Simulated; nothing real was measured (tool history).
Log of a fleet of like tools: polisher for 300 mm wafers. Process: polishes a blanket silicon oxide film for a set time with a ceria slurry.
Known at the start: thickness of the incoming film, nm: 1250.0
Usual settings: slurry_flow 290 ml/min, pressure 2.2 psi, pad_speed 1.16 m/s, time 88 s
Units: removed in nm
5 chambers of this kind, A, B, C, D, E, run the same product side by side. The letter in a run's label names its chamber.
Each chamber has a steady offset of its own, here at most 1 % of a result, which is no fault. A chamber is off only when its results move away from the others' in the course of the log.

run,hour,slurry_flow,pressure,pad_speed,time,wafers polished on this pad,hours since the slurry nozzle was cleaned,hours since the head pressure was calibrated,removed
1C,7,290,2.2,1.16,88,562,539.5,862.8,300.67
# hour 9.7: chamber D: worn pad replaced by a new one
2E,14.5,290,2.2,1.16,88,601,143.1,359,297.17
3D,20.3,290,2.2,1.16,88,96,551,34.4,293.16
# hour 26.1: chamber B: worn pad replaced by a new one
4B,26.2,290,2.2,1.16,88,1,366.1,230.1,299.06
# hour 35.5: chamber C: worn pad replaced by a new one
5A,36.6,290,2.2,1.16,88,973,360.9,362.5,296.99
# hour 41.5: chamber B: slurry nozzle cleaned
6C,42.7,290,2.2,1.16,88,66,575.2,898.5,301.94
7E,48.2,290,2.2,1.16,88,909,176.8,392.7,297.41
# hour 50.6: chamber A: worn pad replaced by a new one
8B,55.2,290,2.2,1.16,88,266,13.8,259.1,298.42
9D,63.2,290,2.2,1.16,88,489,593.9,77.3,296.83
10A,69.3,290,3,1.16,88,171,393.6,395.2,409.01
11D,79.9,290,3,1.16,88,641,610.6,94,403.23
# hour 84.9: chamber E: worn pad replaced by a new one
12B,89.7,290,3,1.16,88,581,48.3,293.6,409.1
13E,98.7,290,3,1.16,88,126,227.3,443.2,405.43
14C,104.4,290,3,1.16,88,630,636.9,960.2,408.6
15A,115.8,290,2.2,1.16,88,596,440.1,441.7,295.13
# hour 116.2: chamber C: slurry nozzle cleaned
# hour 119.2: chamber D: worn pad replaced by a new one
16D,126.7,290,2.2,1.16,88,68,657.4,140.8,295.54
# hour 126.9: chamber C: worn pad replaced by a new one
17E,134.7,290,2.2,1.16,88,455,263.3,479.2,298.63
# hour 138.4: chamber D: slurry nozzle cleaned
18B,146.4,290,2.2,1.16,88,1100,105,350.3,299.73
19C,154.3,290,2.2,1.16,88,251,38.2,1010.1,298.24
# hour 158.4: chamber C: head pressure recalibrated
# hour 158.6: chamber A: worn pad replaced by a new one
20A,161.6,290,2.2,1.16,116,28,485.9,487.5,393.17
21A,172.6,290,2.2,1.16,116,128,496.9,498.5,392.79
22C,181.7,290,2.2,1.16,116,501,65.6,23.4,419.43
23E,191.4,290,2.2,1.16,116,973,320,535.9,395.55
# hour 193.4: chamber E: worn pad replaced by a new one
24D,196.6,290,2.2,1.16,116,707,58.2,210.7,390.05
# hour 203.4: chamber B: worn pad replaced by a new one
25B,205.5,290,2.2,1.16,88,19,164.1,409.4,297.9
26C,216,290,2.2,1.16,88,815,99.9,57.7,318.02
# hour 216.1: chamber E: slurry nozzle cleaned
# hour 226.6: chamber D: worn pad replaced by a new one
27E,227.7,290,2.2,1.16,88,314,11.7,572.2,299.84
28A,235,290,2.2,1.16,88,698,559.3,560.9,293.51
# hour 242.8: chamber B: head pressure recalibrated
29B,244,290,2.2,1.16,88,371,202.6,1.3,299.24
30D,250.6,290,2.2,1.16,88,219,112.2,264.7,297.45
31E,259.2,290,2.2,1.16,88,602,43.2,603.7,296.35
32B,269.2,290,2.2,1.16,88,602,227.8,26.5,298.13
33D,278.1,290,2.2,1.16,88,470,139.7,292.2,296.37
# hour 280.4: chamber A: worn pad replaced by a new one
34A,285.9,290,2.2,1.16,88,50,610.2,611.8,301.32

Next, every chamber runs the same settings. What will each give?
35A,294.4,290,2.2,1.16,88,,,,?
35B,294.4,290,2.2,1.16,88,,,,?
35C,294.4,290,2.2,1.16,88,,,,?
35D,294.4,290,2.2,1.16,88,,,,?
35E,294.4,290,2.2,1.16,88,,,,?

run,removed
35A,297.28
35B,297.79
35C,316.86
35D,295.9
35E,302.17
